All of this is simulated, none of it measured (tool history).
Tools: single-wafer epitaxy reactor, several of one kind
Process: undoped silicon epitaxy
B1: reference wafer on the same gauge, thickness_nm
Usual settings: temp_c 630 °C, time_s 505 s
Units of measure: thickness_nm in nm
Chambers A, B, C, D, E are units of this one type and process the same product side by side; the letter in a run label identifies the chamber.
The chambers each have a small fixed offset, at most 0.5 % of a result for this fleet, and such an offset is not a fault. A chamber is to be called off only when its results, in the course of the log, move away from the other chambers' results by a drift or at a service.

Run 1C, day 0.312: usual settings; B1 58.282. Result: thickness_nm 54.518 nm.
Run 2B, day 0.562: usual settings; B1 58.289. Result: thickness_nm 54.115 nm.
Run 3D, day 0.779: usual settings; B1 58.279. Result: thickness_nm 54.295 nm.
Run 4E, day 0.996: usual settings; B1 58.272. Result: thickness_nm 54.342 nm.
Run 5A, day 1.167: usual settings; B1 58.294. Result: thickness_nm 54.253 nm.
Run 6D, day 1.396: usual settings; B1 58.314. Result: thickness_nm 54.296 nm.
Run 7E, day 1.625: usual settings; B1 58.311. Result: thickness_nm 54.162 nm.
Run 8A, day 1.821: usual settings; B1 58.293. Result: thickness_nm 54.345 nm.
Run 9C, day 2.146: usual settings; B1 58.245. Result: thickness_nm 54.373 nm.
Run 10B, day 2.442: usual settings; B1 58.318. Result: thickness_nm 54.378 nm.
Run 11A, day 2.700: usual settings; B1 58.299. Result: thickness_nm 54.242 nm.
Run 12C, day 2.946: usual settings; B1 58.284. Result: thickness_nm 54.157 nm.
Run 13B, day 3.279: usual settings; B1 58.318. Result: thickness_nm 54.380 nm.
Run 14D, day 3.592: usual settings; B1 58.285. Result: thickness_nm 54.272 nm.
Run 15E, day 3.833: usual settings; B1 58.304. Result: thickness_nm 54.295 nm.
Run 16B, day 3.983: usual settings but time_s 577 s; B1 58.302. Result: thickness_nm 62.313 nm.
Run 17D, day 4.296: usual settings but time_s 577 s; B1 58.284. Result: thickness_nm 62.071 nm.
Run 18C, day 4.546: usual settings but time_s 577 s; B1 58.325. Result: thickness_nm 61.985 nm.
Run 19A, day 4.725: usual settings but time_s 577 s; B1 58.296. Result: thickness_nm 61.733 nm.
Run 20E, day 4.879: usual settings but time_s 577 s; B1 58.312. Result: thickness_nm 62.122 nm.
Run 21A, day 5.221: usual settings; B1 58.298. Result: thickness_nm 54.209 nm.
Run 22C, day 5.421: usual settings; B1 58.300. Result: thickness_nm 54.388 nm.
Run 23B, day 5.704: usual settings; B1 58.308. Result: thickness_nm 54.655 nm.
Run 24D, day 5.925: usual settings; B1 58.299. Result: thickness_nm 54.204 nm.
Run 25E, day 6.233: usual settings; B1 58.283. Result: thickness_nm 54.326 nm.
Run 26D, day 6.396: usual settings but temp_c 625 °C, time_s 456 s; B1 58.350. Result: thickness_nm 43.748 nm.
Run 27C, day 6.629: usual settings but temp_c 625 °C, time_s 456 s; B1 58.315. Result: thickness_nm 43.908 nm.
Run 28B, day 6.854: usual settings but temp_c 625 °C, time_s 456 s; B1 58.318. Result: thickness_nm 44.443 nm.
Run 29A, day 7.188: usual settings but temp_c 625 °C, time_s 456 s; B1 58.304. Result: thickness_nm 43.666 nm.
Run 30E, day 7.458: usual settings but temp_c 625 °C, time_s 456 s; B1 58.286. Result: thickness_nm 43.666 nm.
Run 31A, day 7.675: usual settings; B1 58.279. Result: thickness_nm 54.428 nm.
Run 32B, day 8.012: usual settings; B1 58.331. Result: thickness_nm 55.498 nm.
Run 33C, day 8.162: usual settings; B1 58.283. Result: thickness_nm 54.281 nm.
Run 34D, day 8.446: usual settings; B1 58.308. Result: thickness_nm 54.186 nm.
Run 35E, day 8.638: usual settings; B1 58.293. Result: thickness_nm 54.226 nm.
Run 36B, day 8.812: usual settings; B1 58.308. Result: thickness_nm 55.894 nm.
Run 37A, day 9.038: usual settings; B1 58.282. Result: thickness_nm 54.320 nm.
Run 38C, day 9.342: usual settings but temp_c 642 °C; B1 58.313. Result: thickness_nm 71.576 nm.
Run 39E, day 9.546: usual settings but temp_c 642 °C; B1 58.273. Result: thickness_nm 71.659 nm.
Run 40D, day 9.746: usual settings but temp_c 642 °C; B1 58.304. Result: thickness_nm 70.853 nm.
Run 41D, day 10.079: usual settings but temp_c 642 °C; B1 58.293. Result: thickness_nm 71.077 nm.
Run 42E, day 10.242: usual settings but temp_c 642 °C; B1 58.259. Result: thickness_nm 71.385 nm.

What goes on in this fleet: one chamber off, a drifting gauge, or nothing beyond the chambers' own small offsets? Name the chamber and the cause, if any.

One chamber, B, drifts off from the rest bit by bit.
Likeliest cause: wafer temperature above the value expected at the setpoint (K) = 1.41.

Here are 4 candidates for chamber B's next run, each the usual settings with a change, their results left as question marks. Which one brings its results back in line with what the others give on the usual settings?
In line means no further than this from the other chambers' mean on the usual settings: thickness_nm 0.470 nm
Run 43B-1, day 10.488: usual settings but temp_c 631 °C, time_s 509 s. Result: thickness_nm ?.
Run 43B-2, day 10.488: usual settings but time_s 498 s. Result: thickness_nm ?.
Run 43B-3, day 10.488: usual settings but time_s 512 s. Result: thickness_nm ?.
Run 43B-4, day 10.488: usual settings but time_s 489 s. Result: thickness_nm ?.

Average result of the remaining chambers running the usual settings: thickness_nm 54.320 nm
  run  thickness_nm
43B-1        57.816
43B-2        55.308
43B-3        56.863
43B-4        54.309
The right change is 43B-4: it brings the chamber back within the allowed miss of the others.
